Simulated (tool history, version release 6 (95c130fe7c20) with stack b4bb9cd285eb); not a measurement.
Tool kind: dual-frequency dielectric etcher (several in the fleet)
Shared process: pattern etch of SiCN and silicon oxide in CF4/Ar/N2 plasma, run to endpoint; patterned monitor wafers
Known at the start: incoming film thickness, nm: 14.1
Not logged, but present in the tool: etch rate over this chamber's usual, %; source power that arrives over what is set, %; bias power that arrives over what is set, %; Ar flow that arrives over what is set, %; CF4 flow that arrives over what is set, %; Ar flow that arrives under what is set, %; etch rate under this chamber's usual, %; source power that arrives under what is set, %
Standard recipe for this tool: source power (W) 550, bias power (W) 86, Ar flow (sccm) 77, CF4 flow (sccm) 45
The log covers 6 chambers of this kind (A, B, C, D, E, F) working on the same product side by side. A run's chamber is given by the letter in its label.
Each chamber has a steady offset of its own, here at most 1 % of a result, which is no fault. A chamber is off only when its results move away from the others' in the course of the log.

run	hour	source power (W)	bias power (W)	Ar flow (sccm)	CF4 flow (sccm)	hours since the last wet clean	hours since the last source power generator calibration	hours since the last bias power generator calibration	hours since the last Ar flow controller change	hours since the last CF4 flow controller change	endpoint time (s)
# hour 2.7: chamber E: wet clean of the chamber
1B	15.3	550	86	77	45	400.5	1772.3	1105.5	1956.1	2482.3	13.301
# hour 20.2: chamber A: CF4 flow controller replaced
2D	29.6	550	86	77	45	272.2	1800.0	2463.6	1740.3	91.5	13.277
3C	37.1	550	86	77	45	422.5	2029.0	649.3	2845.3	845.1	13.341
4A	44.7	550	86	77	45	308.4	408.0	1614.7	1877.3	24.6	13.311
5F	58.2	550	86	77	45	65.2	61.0	440.1	1423.8	785.6	13.295
# hour 65.8: chamber B: source power generator calibrated
6E	66.1	550	86	77	45	63.5	1548.7	2038.7	1942.7	1418.2	13.260
7F	78.8	550	107	77	45	85.8	81.6	460.7	1444.4	806.2	12.275
8C	86.8	550	107	77	45	472.2	2078.7	699.0	2895.0	894.8	12.299
# hour 91.0: chamber A: Ar flow controller replaced
9E	98.8	550	107	77	45	96.2	1581.4	2071.4	1975.4	1450.9	12.336
# hour 99.3: chamber C: wet clean of the chamber
10B	107.0	550	107	77	45	492.2	41.3	1197.2	2047.8	2574.0	12.317
11D	117.6	550	107	77	45	360.2	1888.0	2551.6	1828.3	179.5	12.320
12A	129.4	550	107	77	45	393.1	492.7	1699.4	38.5	109.3	12.281
13E	142.0	550	86	77	45	139.4	1624.6	2114.6	2018.6	1494.1	13.333
14B	150.4	550	65	77	38	535.6	84.7	1240.6	2091.2	2617.4	15.008
# hour 155.0: chamber B: wet clean of the chamber
15D	160.3	550	65	77	38	402.9	1930.7	2594.3	1871.0	222.2	15.096
16F	172.3	550	65	77	38	179.3	175.1	554.2	1537.9	899.7	15.026
# hour 175.7: chamber D: wet clean of the chamber
17C	179.4	550	65	77	38	80.1	2171.3	791.6	2987.6	987.4	15.127
18A	191.1	550	65	77	38	454.8	554.4	1761.1	100.2	171.0	15.182
19F	204.6	550	65	77	38	211.6	207.4	586.5	1570.2	932.0	15.025
20C	216.7	550	86	77	45	117.4	2208.6	828.9	3024.9	1024.7	13.379
21E	226.8	550	86	77	45	224.2	1709.4	2199.4	2103.4	1578.9	13.267
22A	234.7	550	86	77	45	498.4	598.0	1804.7	143.8	214.6	13.282
23B	246.3	550	86	77	45	91.3	180.6	1336.5	2187.1	2713.3	13.213
24D	255.7	550	86	77	45	80.0	2026.1	2689.7	1966.4	317.6	13.791
25E	262.6	550	86	77	45	260.0	1745.2	2235.2	2139.2	1614.7	13.229
26D	273.7	550	86	77	45	98.0	2044.1	2707.7	1984.4	335.6	13.823
# hour 282.6: chamber A: wet clean of the chamber
27A	287.3	550	86	77	45	4.7	650.6	1857.3	196.4	267.2	13.269
28C	296.0	550	86	77	45	196.7	2287.9	908.2	3104.2	1104.0	13.303
29B	304.3	550	86	77	45	149.3	238.6	1394.5	2245.1	2771.3	13.248
30F	311.4	550	86	77	45	318.4	314.2	693.3	1677.0	1038.8	13.278
31D	321.1	550	86	77	45	145.4	2091.5	2755.1	2031.8	383.0	13.691
32F	331.2	550	86	77	45	338.2	334.0	713.1	1696.8	1058.6	13.188
33B	338.4	550	86	77	45	183.4	272.7	1428.6	2279.2	2805.4	13.253
34C	350.0	550	86	77	45	250.7	2341.9	962.2	3158.2	1158.0	13.304
# hour 353.5: chamber E: wet clean of the chamber
35A	361.5	550	86	77	45	78.9	724.8	1931.5	270.6	341.4	13.239
36E	369.2	550	86	64	40	15.7	1851.8	2341.8	2245.8	1721.3	13.138

The same settings go to every chamber for the next run, one line per chamber below. Forecast the results for each:
37A	380.4	550	86	95	45						?
37B	380.4	550	86	95	45						?
37C	380.4	550	86	95	45						?
37D	380.4	550	86	95	45						?
37E	380.4	550	86	95	45						?
37F	380.4	550	86	95	45						?

run	endpoint time (s)
37A	13.685
37B	13.809
37C	13.796
37D	14.175
37E	13.696
37F	13.729
